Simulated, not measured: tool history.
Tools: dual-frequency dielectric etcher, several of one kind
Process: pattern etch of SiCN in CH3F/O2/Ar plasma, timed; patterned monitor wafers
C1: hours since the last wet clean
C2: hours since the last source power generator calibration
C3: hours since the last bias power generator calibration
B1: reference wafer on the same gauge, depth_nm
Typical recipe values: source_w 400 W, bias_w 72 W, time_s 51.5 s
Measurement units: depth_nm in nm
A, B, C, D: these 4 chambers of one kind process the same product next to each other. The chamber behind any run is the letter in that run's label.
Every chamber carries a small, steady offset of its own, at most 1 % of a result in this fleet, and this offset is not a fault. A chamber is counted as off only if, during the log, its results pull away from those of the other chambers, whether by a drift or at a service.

run 1D hour=8.1 | source_w=400 bias_w=72 time_s=51.5 | C1=320.8 C2=1630.8 C3=1241.4 | B1=18.819 | depth_nm=19.345
run 2A hour=19.8 | source_w=400 bias_w=72 time_s=51.5 | C1=322.3 C2=1740.1 C3=1043.8 | B1=18.793 | depth_nm=19.333
run 3C hour=34.6 | source_w=400 bias_w=72 time_s=51.5 | C1=357.0 C2=970.4 C3=1100.4 | B1=18.770 | depth_nm=19.541
run 4B hour=44.2 | source_w=400 bias_w=72 time_s=51.5 | C1=337.7 C2=1012.6 C3=4520.1 | B1=18.808 | depth_nm=19.205
run 5C hour=51.9 | source_w=440 bias_w=72 time_s=43.0 | C1=374.3 C2=987.7 C3=1117.7 | B1=18.806 | depth_nm=16.677
-- hour=56.7 chamber B: wet clean of the chamber
run 6D hour=60.1 | source_w=440 bias_w=72 time_s=43.0 | C1=372.8 C2=1682.8 C3=1293.4 | B1=18.796 | depth_nm=16.623
run 7B hour=71.6 | source_w=440 bias_w=72 time_s=43.0 | C1=14.9 C2=1040.0 C3=4547.5 | B1=18.818 | depth_nm=16.734
run 8A hour=84.8 | source_w=440 bias_w=72 time_s=43.0 | C1=387.3 C2=1805.1 C3=1108.8 | B1=18.815 | depth_nm=16.903
run 9A hour=97.3 | source_w=400 bias_w=72 time_s=51.5 | C1=399.8 C2=1817.6 C3=1121.3 | B1=18.803 | depth_nm=19.316
-- hour=97.7 chamber A: source power generator calibrated
run 10B hour=110.8 | source_w=400 bias_w=72 time_s=51.5 | C1=54.1 C2=1079.2 C3=4586.7 | B1=18.784 | depth_nm=19.155
run 11D hour=122.1 | source_w=400 bias_w=72 time_s=51.5 | C1=434.8 C2=1744.8 C3=1355.4 | B1=18.791 | depth_nm=19.390
run 12C hour=135.8 | source_w=470 bias_w=72 time_s=51.5 | C1=458.2 C2=1071.6 C3=1201.6 | B1=18.805 | depth_nm=20.954
run 13C hour=146.7 | source_w=470 bias_w=72 time_s=51.5 | C1=469.1 C2=1082.5 C3=1212.5 | B1=18.807 | depth_nm=20.852
run 14B hour=157.1 | source_w=470 bias_w=72 time_s=51.5 | C1=100.4 C2=1125.5 C3=4633.0 | B1=18.785 | depth_nm=20.494
run 15D hour=164.3 | source_w=470 bias_w=72 time_s=51.5 | C1=477.0 C2=1787.0 C3=1397.6 | B1=18.793 | depth_nm=20.561
run 16A hour=178.3 | source_w=460 bias_w=72 time_s=51.5 | C1=480.8 C2=80.7 C3=1202.3 | B1=18.788 | depth_nm=20.267
-- hour=188.4 chamber D: wet clean of the chamber
run 17A hour=188.9 | source_w=460 bias_w=72 time_s=51.5 | C1=491.4 C2=91.3 C3=1212.9 | B1=18.795 | depth_nm=20.190
run 18D hour=197.6 | source_w=460 bias_w=72 time_s=51.5 | C1=9.2 C2=1820.3 C3=1430.9 | B1=18.810 | depth_nm=21.258
run 19C hour=206.3 | source_w=460 bias_w=72 time_s=51.5 | C1=528.7 C2=1142.1 C3=1272.1 | B1=18.794 | depth_nm=20.515
run 20B hour=215.0 | source_w=400 bias_w=72 time_s=51.5 | C1=158.3 C2=1183.4 C3=4690.9 | B1=18.797 | depth_nm=19.254
run 21C hour=227.6 | source_w=400 bias_w=72 time_s=51.5 | C1=550.0 C2=1163.4 C3=1293.4 | B1=18.803 | depth_nm=19.608
run 22D hour=236.9 | source_w=400 bias_w=72 time_s=51.5 | C1=48.5 C2=1859.6 C3=1470.2 | B1=18.827 | depth_nm=20.117
run 23A hour=247.1 | source_w=350 bias_w=72 time_s=57.0 | C1=549.6 C2=149.5 C3=1271.1 | B1=18.822 | depth_nm=20.238
run 24B hour=255.9 | source_w=350 bias_w=72 time_s=57.0 | C1=199.2 C2=1224.3 C3=4731.8 | B1=18.817 | depth_nm=20.119
run 25C hour=270.6 | source_w=350 bias_w=72 time_s=57.0 | C1=593.0 C2=1206.4 C3=1336.4 | B1=18.800 | depth_nm=20.492
run 26B hour=279.1 | source_w=350 bias_w=72 time_s=57.0 | C1=222.4 C2=1247.5 C3=4755.0 | B1=18.806 | depth_nm=20.379
run 27D hour=289.6 | source_w=400 bias_w=72 time_s=51.5 | C1=101.2 C2=1912.3 C3=1522.9 | B1=18.791 | depth_nm=20.242
run 28A hour=300.5 | source_w=400 bias_w=72 time_s=51.5 | C1=603.0 C2=202.9 C3=1324.5 | B1=18.796 | depth_nm=19.264
run 29C hour=308.5 | source_w=400 bias_w=72 time_s=51.5 | C1=630.9 C2=1244.3 C3=1374.3 | B1=18.796 | depth_nm=19.658
run 30B hour=320.0 | source_w=430 bias_w=62 time_s=51.5 | C1=263.3 C2=1288.4 C3=4795.9 | B1=18.811 | depth_nm=18.862

For the next run the whole fleet of 4 chambers uses the same settings. Give each chamber's results:
run 31A hour=331.9 | source_w=400 bias_w=72 time_s=65.0 | depth_nm=?
run 31B hour=331.9 | source_w=400 bias_w=72 time_s=65.0 | depth_nm=?
run 31C hour=331.9 | source_w=400 bias_w=72 time_s=65.0 | depth_nm=?
run 31D hour=331.9 | source_w=400 bias_w=72 time_s=65.0 | depth_nm=?

run=31A depth_nm=24.434
run=31B depth_nm=24.158
run=31C depth_nm=24.816
run=31D depth_nm=25.424

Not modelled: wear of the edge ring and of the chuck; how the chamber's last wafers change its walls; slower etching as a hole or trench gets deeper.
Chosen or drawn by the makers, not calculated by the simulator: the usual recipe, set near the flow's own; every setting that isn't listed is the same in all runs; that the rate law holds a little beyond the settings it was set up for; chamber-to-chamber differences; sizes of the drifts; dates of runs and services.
